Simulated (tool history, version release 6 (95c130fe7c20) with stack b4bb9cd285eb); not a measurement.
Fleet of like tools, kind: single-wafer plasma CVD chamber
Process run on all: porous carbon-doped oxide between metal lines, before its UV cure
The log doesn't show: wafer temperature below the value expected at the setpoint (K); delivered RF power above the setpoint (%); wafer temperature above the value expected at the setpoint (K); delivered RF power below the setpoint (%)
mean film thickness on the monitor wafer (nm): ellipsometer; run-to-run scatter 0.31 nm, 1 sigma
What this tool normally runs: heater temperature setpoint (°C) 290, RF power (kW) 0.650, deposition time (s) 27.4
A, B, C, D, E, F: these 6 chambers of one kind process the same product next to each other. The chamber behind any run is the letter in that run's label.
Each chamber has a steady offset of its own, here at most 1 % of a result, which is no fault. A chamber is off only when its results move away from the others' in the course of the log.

run   hour  heater temperature setpoint (°C)  RF power (kW)  deposition time (s)  hours since the last thermocouple change  hours since the last RF generator calibration  read-back reference wafer on the same gauge, thickness_nm  mean film thickness on the monitor wafer (nm)
 1E    4.3                               290          0.650                 27.4                                    2245.8                                          630.5                                                     196.03                                         185.48
 2F    8.8                               290          0.650                 27.4                                    1988.8                                          494.7                                                     196.05                                         186.59
 3A   12.1                               290          0.650                 27.4                                     367.3                                         2065.7                                                     196.14                                         186.90
 4D   18.4                               290          0.650                 27.4                                    1520.4                                          770.5                                                     196.16                                         189.17
 5C   24.8                               290          0.650                 27.4                                     963.0                                          113.3                                                     196.20                                         187.38
 6B   28.4                               290          0.650                 27.4                                     533.5                                         1345.6                                                     196.18                                         186.11
 7C   35.6                               290          0.650                 27.4                                     973.8                                          124.1                                                     196.16                                         187.77
 8F   41.2                               290          0.650                 27.4                                    2021.2                                          527.1                                                     196.29                                         186.56
 9D   44.7                               290          0.650                 27.4                                    1546.7                                          796.8                                                     196.25                                         189.08
10A   50.2                               290          0.650                 27.4                                     405.4                                         2103.8                                                     196.26                                         186.98
11E   55.6                               290          0.650                 27.4                                    2297.1                                          681.8                                                     196.34                                         186.30
      59.8  -- chamber A: RF generator calibrated
12B   60.4                               290          0.650                 27.4                                     565.5                                         1377.6                                                     196.38                                         186.44
13C   67.6                               290          0.650                 27.4                                    1005.8                                          156.1                                                     196.43                                         187.47
14B   71.4                               290          0.650                 27.4                                     576.5                                         1388.6                                                     196.43                                         186.08
15D   77.9                               290          0.650                 27.4                                    1579.9                                          830.0                                                     196.47                                         189.29
16F   81.0                               290          0.650                 27.4                                    2061.0                                          566.9                                                     196.42                                         186.51
17E   87.7                               300          0.650                 23.9                                    2329.2                                          713.9                                                     196.56                                         154.19
18A   92.0                               300          0.650                 23.9                                     447.2                                           32.2                                                     196.51                                         154.82
19A   95.3                               300          0.650                 23.9                                     450.5                                           35.5                                                     196.54                                         154.67
20F  100.0                               300          0.650                 23.9                                    2080.0                                          585.9                                                     196.63                                         154.29
21D  103.3                               300          0.650                 23.9                                    1605.3                                          855.4                                                     196.56                                         156.36
22E  106.8                               300          0.650                 23.9                                    2348.3                                          733.0                                                     196.59                                         154.61
23C  110.6                               290          0.650                 27.4                                    1048.8                                          199.1                                                     196.76                                         188.04
24B  117.0                               290          0.605                 27.4                                     622.1                                         1434.2                                                     196.77                                         177.82
25D  122.2                               290          0.605                 27.4                                    1624.2                                          874.3                                                     196.75                                         180.26
26F  127.4                               290          0.605                 27.4                                    2107.4                                          613.3                                                     196.75                                         178.21
27B  134.4                               290          0.605                 27.4                                     639.5                                         1451.6                                                     196.77                                         177.96
28E  141.3                               290          0.605                 27.4                                    2382.8                                          767.5                                                     196.87                                         178.04
29A  145.1                               290          0.605                 27.4                                     500.3                                           85.3                                                     196.93                                         179.32
30C  150.3                               290          0.650                 27.4                                    1088.5                                          238.8                                                     196.83                                         187.95
31C  157.3                               290          0.650                 27.4                                    1095.5                                          245.8                                                     196.84                                         187.44
32A  163.9                               282          0.540                 27.4                                     519.1                                          104.1                                                     196.91                                         174.98
33F  167.1                               282          0.540                 27.4                                    2147.1                                          653.0                                                     197.05                                         174.45
34E  171.9                               282          0.540                 27.4                                    2413.4                                          798.1                                                     196.97                                         173.35
35D  178.6                               282          0.540                 27.4                                    1680.6                                          930.7                                                     197.13                                         176.05
36B  181.9                               282          0.540                 27.4                                     687.0                                         1499.1                                                     197.01                                         174.35
37C  188.0                               282          0.540                 27.4                                    1126.2                                          276.5                                                     196.98                                         174.73
38F  194.5                               290          0.650                 27.4                                    2174.5                                          680.4                                                     197.16                                         187.70
39A  198.6                               290          0.650                 27.4                                     553.8                                          138.8                                                     197.12                                         188.66
40B  202.1                               290          0.650                 27.4                                     707.2                                         1519.3                                                     197.23                                         186.93
41E  205.4                               290          0.650                 27.4                                    2446.9                                          831.6                                                     197.13                                         187.73
42D  210.1                               300          0.650                 27.4                                    1712.1                                          962.2                                                     197.18                                         178.97
43A  215.9                               300          0.650                 27.4                                     571.1                                          156.1                                                     197.19                                         177.49
44E  219.6                               300          0.650                 27.4                                    2461.1                                          845.8                                                     197.25                                         176.45

One chamber off, gauge drift, or nothing amiss beyond the chambers' own small offsets? If it is a chamber, which one, and what is the likeliest cause?

The gauge drifts, so all chambers seem to drift together. No chamber is off.
Likeliest cause: gauge reads high (%) = 0.674.

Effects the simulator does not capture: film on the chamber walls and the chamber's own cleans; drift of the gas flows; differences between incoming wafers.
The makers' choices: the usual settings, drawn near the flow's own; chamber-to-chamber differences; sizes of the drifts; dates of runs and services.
